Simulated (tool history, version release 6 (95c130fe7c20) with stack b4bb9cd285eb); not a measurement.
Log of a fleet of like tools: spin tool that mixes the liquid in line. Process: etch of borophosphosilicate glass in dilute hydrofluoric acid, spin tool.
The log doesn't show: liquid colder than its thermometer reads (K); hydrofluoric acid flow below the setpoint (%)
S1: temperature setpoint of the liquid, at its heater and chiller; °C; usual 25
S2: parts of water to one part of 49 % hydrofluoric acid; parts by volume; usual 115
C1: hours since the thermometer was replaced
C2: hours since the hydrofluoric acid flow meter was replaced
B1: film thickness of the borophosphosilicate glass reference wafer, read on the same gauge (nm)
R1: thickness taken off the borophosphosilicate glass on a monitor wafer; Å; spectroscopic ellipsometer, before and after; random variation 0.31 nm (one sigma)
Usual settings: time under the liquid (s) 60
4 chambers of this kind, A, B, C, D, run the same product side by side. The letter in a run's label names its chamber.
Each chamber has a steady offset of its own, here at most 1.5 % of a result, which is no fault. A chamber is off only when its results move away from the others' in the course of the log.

Run 1A, day 0.262: usual settings; C1 136.2; C2 1460.9; B1 79.974. Result: R1 386.83 Å.
Run 2B, day 0.642: usual settings; C1 1663.5; C2 1178.5; B1 80.035. Result: R1 380.92 Å.
Run 3C, day 1.038: usual settings; C1 434.1; C2 1532.4; B1 79.963. Result: R1 380.67 Å.
Run 4D, day 1.458: usual settings; C1 769.7; C2 282.3; B1 79.992. Result: R1 389.62 Å.
Run 5A, day 1.829: usual settings; C1 173.8; C2 1498.5; B1 80.052. Result: R1 392.99 Å.
Run 6B, day 2.138: usual settings; C1 1699.4; C2 1214.4; B1 80.011. Result: R1 380.71 Å.
Run 7D, day 2.596: usual settings; C1 797.0; C2 309.6; B1 79.990. Result: R1 382.86 Å.
Run 8C, day 3.042: usual settings; C1 482.2; C2 1580.5; B1 80.020. Result: R1 390.47 Å.
Run 9C, day 3.583: usual settings; C1 495.2; C2 1593.5; B1 80.005. Result: R1 390.97 Å.
Run 10B, day 4.062: usual settings; C1 1745.6; C2 1260.6; B1 79.989. Result: R1 378.11 Å.
Run 11A, day 4.558: usual settings; C1 239.3; C2 1564.0; B1 79.971. Result: R1 394.80 Å.
Run 12D, day 4.867: usual settings but S2 140 parts by volume, time under the liquid (s) 90; C1 851.5; C2 364.1; B1 80.036. Result: R1 446.21 Å.
Run 13C, day 5.146: usual settings but S2 140 parts by volume, time under the liquid (s) 90; C1 532.7; C2 1631.0; B1 80.053. Result: R1 462.56 Å.
Run 14B, day 5.504: usual settings but S2 140 parts by volume, time under the liquid (s) 90; C1 1780.2; C2 1295.2; B1 79.967. Result: R1 459.09 Å.
At day 5.812: chamber B: thermometer replaced.
Run 15D, day 5.962: usual settings but S2 140 parts by volume, time under the liquid (s) 90; C1 877.8; C2 390.4; B1 79.997. Result: R1 440.53 Å.
Run 16A, day 6.212: usual settings; C1 279.0; C2 1603.7; B1 79.979. Result: R1 385.23 Å.
Run 17D, day 6.508: usual settings; C1 890.9; C2 403.5; B1 79.993. Result: R1 372.62 Å.
Run 18C, day 6.954: usual settings; C1 576.1; C2 1674.4; B1 80.031. Result: R1 384.59 Å.
Run 19B, day 7.254: usual settings; C1 34.7; C2 1337.2; B1 79.977. Result: R1 380.56 Å.
Run 20A, day 7.625: usual settings; C1 312.9; C2 1637.6; B1 79.975. Result: R1 392.97 Å.
Run 21B, day 7.896: usual settings; C1 50.1; C2 1352.6; B1 79.998. Result: R1 380.79 Å.
Run 22C, day 8.179: usual settings; C1 605.5; C2 1703.8; B1 79.998. Result: R1 380.17 Å.
Run 23D, day 8.704: usual settings; C1 943.6; C2 456.2; B1 79.953. Result: R1 355.90 Å.
Run 24A, day 9.196: usual settings; C1 350.6; C2 1675.3; B1 79.957. Result: R1 386.53 Å.
Run 25D, day 9.596: usual settings; C1 965.0; C2 477.6; B1 79.989. Result: R1 356.77 Å.
Run 26B, day 10.125: usual settings; C1 103.6; C2 1406.1; B1 79.985. Result: R1 384.02 Å.

Next, every chamber runs the same settings. What will each give?
Run 27A, day 10.521: usual settings but time under the liquid (s) 30. Result: R1 ?.
Run 27B, day 10.521: usual settings but time under the liquid (s) 30. Result: R1 ?.
Run 27C, day 10.521: usual settings but time under the liquid (s) 30. Result: R1 ?.
Run 27D, day 10.521: usual settings but time under the liquid (s) 30. Result: R1 ?.

run      R1
27A  192.85
27B  187.64
27C  191.65
27D  174.16
